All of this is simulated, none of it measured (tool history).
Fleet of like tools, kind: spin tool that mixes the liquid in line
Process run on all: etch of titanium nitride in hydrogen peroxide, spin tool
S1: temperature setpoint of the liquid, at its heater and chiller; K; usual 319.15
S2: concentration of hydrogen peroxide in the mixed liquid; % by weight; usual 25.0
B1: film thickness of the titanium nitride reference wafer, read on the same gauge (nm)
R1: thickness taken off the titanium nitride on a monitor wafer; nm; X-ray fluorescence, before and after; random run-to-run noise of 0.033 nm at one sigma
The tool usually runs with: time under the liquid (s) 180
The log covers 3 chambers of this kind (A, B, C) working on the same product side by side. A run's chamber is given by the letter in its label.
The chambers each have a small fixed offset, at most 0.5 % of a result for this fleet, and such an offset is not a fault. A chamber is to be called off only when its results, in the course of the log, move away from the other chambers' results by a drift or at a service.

Run 1C, hour 11.3: usual settings; B1 60.005. Result: R1 7.8275 nm.
Run 2A, hour 23.4: usual settings; B1 59.992. Result: R1 7.8613 nm.
Run 3B, hour 35.4: usual settings; B1 60.004. Result: R1 7.8345 nm.
Run 4C, hour 41.8: usual settings; B1 60.001. Result: R1 7.8301 nm.
Run 5B, hour 53.7: usual settings; B1 59.993. Result: R1 7.8600 nm.
Run 6A, hour 66.0: usual settings but S2 21.5 % by weight; B1 60.016. Result: R1 7.5240 nm.
Run 7B, hour 77.7: usual settings but S2 21.5 % by weight; B1 59.996. Result: R1 7.5937 nm.
Run 8A, hour 89.5: usual settings but S2 21.5 % by weight; B1 59.991. Result: R1 7.5889 nm.
At hour 90.1: chamber A: thermometer replaced.
Run 9C, hour 98.1: usual settings; B1 60.009. Result: R1 7.7682 nm.
Run 10C, hour 105.0: usual settings; B1 60.013. Result: R1 7.8353 nm.
Run 11A, hour 116.1: usual settings; B1 60.003. Result: R1 7.8303 nm.
Run 12B, hour 128.6: usual settings; B1 59.973. Result: R1 7.9879 nm.
Run 13A, hour 138.3: usual settings; B1 60.014. Result: R1 7.8306 nm.
Run 14B, hour 150.4: usual settings; B1 59.972. Result: R1 8.0635 nm.
Run 15C, hour 160.1: usual settings; B1 60.006. Result: R1 7.8172 nm.
Run 16B, hour 169.5: usual settings; B1 60.003. Result: R1 8.1959 nm.
Run 17C, hour 178.5: usual settings; B1 60.000. Result: R1 7.8234 nm.
Run 18A, hour 184.9: usual settings; B1 60.014. Result: R1 7.8780 nm.
Run 19B, hour 194.7: usual settings but S1 312.15 K; B1 60.005. Result: R1 4.8834 nm.
At hour 196.3: chamber A: peroxide flow meter replaced.
Run 20C, hour 201.2: usual settings but S1 312.15 K; B1 60.016. Result: R1 4.5598 nm.
Run 21A, hour 212.3: usual settings but S1 312.15 K; B1 60.009. Result: R1 4.5500 nm.

Predict what each chamber gives when all 3 of them run the settings below next.
Run 22A, hour 221.5: usual settings but S1 312.65 K. Result: R1 ?.
Run 22B, hour 221.5: usual settings but S1 312.65 K. Result: R1 ?.
Run 22C, hour 221.5: usual settings but S1 312.65 K. Result: R1 ?.

run      R1
22A  4.7839
22B  5.1083
22C  4.7341
